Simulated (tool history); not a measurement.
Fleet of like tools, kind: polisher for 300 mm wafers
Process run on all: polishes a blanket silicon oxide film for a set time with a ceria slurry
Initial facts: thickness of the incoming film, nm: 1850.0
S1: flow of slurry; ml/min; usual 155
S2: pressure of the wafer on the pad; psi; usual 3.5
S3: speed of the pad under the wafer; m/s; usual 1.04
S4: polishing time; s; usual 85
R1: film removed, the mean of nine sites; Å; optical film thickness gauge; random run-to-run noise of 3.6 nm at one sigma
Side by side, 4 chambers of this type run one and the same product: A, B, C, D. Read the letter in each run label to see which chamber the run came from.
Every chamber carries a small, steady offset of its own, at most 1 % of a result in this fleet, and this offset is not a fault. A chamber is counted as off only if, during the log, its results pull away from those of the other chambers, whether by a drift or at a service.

run,hour,S1,S2,S3,S4,R1
1D,4.3,155,3.5,1.04,85,4948.3
2B,9.3,155,3.5,1.04,85,4929
3A,12.6,155,3.5,1.04,85,4946.3
4C,17.4,155,3.5,1.04,85,4909.9
5A,22.5,155,3.5,1.04,85,4956.6
# hour 24.6: chamber C: head pressure recalibrated
6C,28.1,155,3.5,1.04,85,5012.5
7D,32.5,155,3.5,1.34,85,6324.9
8B,37.1,155,3.5,1.34,85,6392.8
9D,40.4,155,3.5,1.34,85,6274.8
10C,45.2,155,3.5,1.34,85,6394.7
11A,49.3,155,3.5,1.04,85,4964
# hour 51.9: chamber C: worn pad replaced by a new one
12B,53.7,155,3.5,1.04,85,4996.5
13D,57.5,155,3.5,0.76,85,3544.4
# hour 61.2: chamber C: slurry nozzle cleaned
14C,62.2,155,3.5,0.76,85,3593.9
# hour 62.8: chamber D: head pressure recalibrated
15B,66.9,155,3.5,0.76,85,3629.9
16A,70.4,155,3.5,0.76,85,3573
17D,76,155,3.5,1.04,85,5232.2
18A,81.1,155,3.5,1.04,85,4896.5
19B,86.6,105,3.5,1.34,85,6023.9
20C,91.4,105,3.5,1.34,85,5927.7
21A,94.2,105,3.5,1.34,85,5907.9
22D,99.6,105,3.5,1.34,85,6339.3
# hour 102.4: chamber B: worn pad replaced by a new one
23B,102.5,155,3.5,1.04,85,5061.4
24C,107.6,155,3.5,1.04,85,4989.2
25A,113,155,3.5,1.04,85,5051
26D,117.9,155,3.5,1.04,85,5252

Read the log: is a single chamber off, either drifting away or since a service, is the gauge that measures every chamber drifting, or is nothing wrong beyond small per-chamber offsets? Name any odd chamber and what most likely caused it.

After it was serviced, chamber D no longer matches the other chambers.
Cause: head's pressure above its setpoint, % = 8.53.

Here are 4 candidates for chamber D's next run, each the usual settings with a change, their results left as question marks. Which one brings its results back in line with what the others give on the usual settings?
In-line tolerance around the mean of the other chambers on the usual settings: R1 130 Å
27D-1,121.9,155,3.3,1,81,?
27D-2,121.9,155,3.5,1.04,91,?
27D-3,121.9,155,3.5,1.04,98,?
27D-4,121.9,155,3.4,1.02,83,?

Other chambers, usual settings, mean: R1 4952.1 Å
run,R1
27D-1,4571.9
27D-2,5671
27D-3,6107.2
27D-4,4925.7
The answer is 27D-4, which returns the chamber to within the allowed miss of the others.

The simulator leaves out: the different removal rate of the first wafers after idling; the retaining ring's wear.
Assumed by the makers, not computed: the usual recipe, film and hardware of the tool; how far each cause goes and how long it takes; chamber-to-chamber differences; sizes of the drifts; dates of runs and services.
